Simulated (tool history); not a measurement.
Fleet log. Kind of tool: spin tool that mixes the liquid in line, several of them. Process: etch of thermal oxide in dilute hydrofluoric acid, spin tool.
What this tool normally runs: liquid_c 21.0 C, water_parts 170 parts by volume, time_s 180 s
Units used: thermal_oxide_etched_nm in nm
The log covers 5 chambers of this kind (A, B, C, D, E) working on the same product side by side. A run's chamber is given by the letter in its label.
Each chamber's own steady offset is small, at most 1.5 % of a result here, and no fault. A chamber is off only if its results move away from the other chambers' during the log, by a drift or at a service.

run	day	liquid_c	water_parts	time_s	read-back film thickness of the thermal oxide reference wafer, read on the same gauge (nm)	thermal_oxide_etched_nm
1A	0.246	21.0	170	180	130.00	4.1372
2C	0.679	21.0	170	180	129.99	4.1871
3B	0.912	21.0	170	180	129.99	4.1128
4D	1.321	21.0	170	180	130.01	4.0938
5E	1.746	21.0	170	180	129.97	4.1142
6B	2.146	24.5	95	180	130.02	9.3072
7E	2.533	24.5	95	180	130.00	9.2239
8C	2.754	24.5	95	180	130.00	9.1665
9A	2.979	24.5	95	180	130.00	9.0754
10D	3.279	24.5	95	180	130.00	9.0347
11B	3.596	21.0	170	180	129.99	4.1686
12C	3.938	21.0	170	285	130.00	6.6114
13A	4.246	21.0	170	285	130.01	6.4296
14D	4.462	21.0	170	285	130.00	6.5334
15E	4.758	21.0	170	285	129.98	6.6080
16E	5.004	21.0	170	285	130.01	6.6197
17C	5.471	21.0	170	180	130.00	4.1456
18D	5.800	21.0	170	180	130.00	4.0561
19B	6.229	21.0	170	180	129.98	4.1300
20A	6.479	21.0	170	180	130.01	4.1406
21D	6.821	21.0	170	180	129.99	4.0050
# day 7.075: chamber D: thermometer replaced
22A	7.258	21.0	170	180	130.03	4.0551
23C	7.542	21.0	170	180	130.03	4.0214
24B	7.792	21.0	170	180	130.01	4.1698
25E	8.204	21.0	170	180	129.99	4.1448
26B	8.500	21.0	170	180	130.02	4.2001
27D	8.929	25.0	115	180	130.00	7.5145
28A	9.254	25.0	115	180	130.00	7.6381
29C	9.633	25.0	115	180	130.01	7.2892
30E	9.858	25.0	115	180	129.99	7.5999
31B	10.154	25.0	115	180	130.00	7.5551
32A	10.458	21.0	170	180	130.01	4.0964
33D	10.908	21.0	170	180	129.99	4.0621
34C	11.300	18.0	170	260	130.00	4.9313
35E	11.650	18.0	170	260	129.99	5.3608
36E	11.979	18.0	170	260	130.00	5.2876

Read the log: is a single chamber off, either drifting away or since a service, is the gauge that measures every chamber drifting, or is nothing wrong beyond small per-chamber offsets? Name any odd chamber and what most likely caused it.

Chamber C drifts away from the others.
What lies behind it: liquid colder than its thermometer reads (K) = 2.19.
The log might look much the same if the cause were instead: hydrofluoric acid flow below the setpoint (%).

Below are 4 candidate recipes for chamber C's next run, each the usual settings with a change, their results shown as question marks. Which of them brings C's results back in line with what the other chambers give on the usual settings?
In line means no further than this from the other chambers' mean on the usual settings: thermal_oxide_etched_nm 0.1200 nm
37C-1	12.317	21.0	170	165		?
37C-2	12.317	21.0	165	190		?
37C-3	12.317	21.0	160	195		?
37C-4	12.317	20.5	170	160		?

Average result of the remaining chambers running the usual settings: thermal_oxide_etched_nm 4.1265 nm
run	thermal_oxide_etched_nm
37C-1	3.4865
37C-2	4.1560
37C-3	4.4197
37C-4	3.3140
37C-2 brings the chamber back in line.
